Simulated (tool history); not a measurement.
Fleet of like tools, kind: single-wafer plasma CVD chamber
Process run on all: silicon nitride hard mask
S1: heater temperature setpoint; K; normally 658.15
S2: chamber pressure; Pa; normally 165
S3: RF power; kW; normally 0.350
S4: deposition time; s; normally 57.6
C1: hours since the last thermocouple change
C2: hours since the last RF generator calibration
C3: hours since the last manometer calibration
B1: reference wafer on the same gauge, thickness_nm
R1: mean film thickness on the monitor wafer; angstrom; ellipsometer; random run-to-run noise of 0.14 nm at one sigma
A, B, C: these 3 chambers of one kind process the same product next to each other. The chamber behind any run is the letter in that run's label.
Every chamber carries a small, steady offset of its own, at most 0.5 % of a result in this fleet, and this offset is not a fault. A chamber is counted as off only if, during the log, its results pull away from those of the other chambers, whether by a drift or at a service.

run,day,S1,S2,S3,S4,C1,C2,C3,B1,R1
1A,0.446,658.15,165,0.350,57.6,54.1,1218.9,683.9,80.388,675.58
2B,0.783,658.15,165,0.350,57.6,1503.9,2182.2,1259.9,80.402,683.73
3C,1.000,658.15,165,0.350,57.6,1869.2,1302.0,682.0,80.424,681.03
4C,1.454,658.15,165,0.350,57.6,1880.1,1312.9,692.9,80.374,683.49
5B,1.858,658.15,165,0.350,57.6,1529.7,2208.0,1285.7,80.348,684.46
6A,2.117,658.15,165,0.350,57.6,94.2,1259.0,724.0,80.397,678.34
7A,2.358,658.15,165,0.295,57.6,100.0,1264.8,729.8,80.381,609.91
8B,2.688,658.15,165,0.295,57.6,1549.6,2227.9,1305.6,80.388,609.43
9C,2.892,658.15,165,0.295,57.6,1914.6,1347.4,727.4,80.356,614.07
10B,3.162,658.15,165,0.350,57.6,1561.0,2239.3,1317.0,80.392,682.04
11A,3.567,658.15,165,0.350,57.6,129.0,1293.8,758.8,80.406,677.54
12C,3.933,658.15,165,0.350,57.6,1939.6,1372.4,752.4,80.407,683.44
13C,4.246,658.15,165,0.285,62.6,1947.1,1379.9,759.9,80.385,649.32
# day 4.633: chamber B: capacitance manometer re-zeroed and calibrated
14B,4.654,658.15,165,0.285,62.6,1596.8,2275.1,0.6,80.414,633.79
15A,5.000,658.15,165,0.285,62.6,163.4,1328.2,793.2,80.396,645.97
# day 5.204: chamber B: thermocouple changed; heater temperature recalibrated
16B,5.229,658.15,165,0.350,57.6,0.7,2288.9,14.4,80.372,667.32
17C,5.583,658.15,165,0.350,57.6,1979.2,1412.0,792.0,80.415,679.82
18A,5.867,658.15,165,0.350,57.6,184.2,1349.0,814.0,80.415,678.13
19C,6.079,658.15,131,0.350,57.6,1991.1,1423.9,803.9,80.386,626.83
20A,6.421,658.15,131,0.350,57.6,197.5,1362.3,827.3,80.408,626.15
# day 6.558: chamber C: thermocouple changed; heater temperature recalibrated
21B,6.854,658.15,131,0.350,57.6,39.7,2327.9,53.4,80.408,617.93
22A,7.096,658.15,165,0.350,57.6,213.7,1378.5,843.5,80.370,678.49
23C,7.321,658.15,165,0.350,57.6,18.3,1453.7,833.7,80.378,682.59
24B,7.612,658.15,165,0.350,57.6,57.9,2346.1,71.6,80.406,668.35
25C,7.879,658.15,165,0.350,57.6,31.7,1467.1,847.1,80.392,684.64
# day 7.946: chamber A: RF generator calibrated
26A,8.258,658.15,165,0.350,57.6,241.6,7.6,871.4,80.371,678.32
27B,8.458,669.15,165,0.350,51.4,78.2,2366.4,91.9,80.385,593.14
28A,8.883,669.15,165,0.350,51.4,256.6,22.6,886.4,80.365,602.71
29B,9.138,669.15,165,0.350,51.4,94.5,2382.7,108.2,80.406,594.59
30C,9.396,658.15,165,0.350,57.6,68.1,1503.5,883.5,80.384,681.18
31C,9.667,658.15,144,0.305,57.6,74.6,1510.0,890.0,80.393,597.77
32A,10.008,658.15,144,0.305,57.6,283.6,49.6,913.4,80.409,593.99

For the next run the whole fleet of 3 chambers uses the same settings. Give each chamber's results:
33A,10.333,644.15,165,0.350,57.6,,,,,?
33B,10.333,644.15,165,0.350,57.6,,,,,?
33C,10.333,644.15,165,0.350,57.6,,,,,?

run,R1
33A,680.26
33B,670.24
33C,685.53
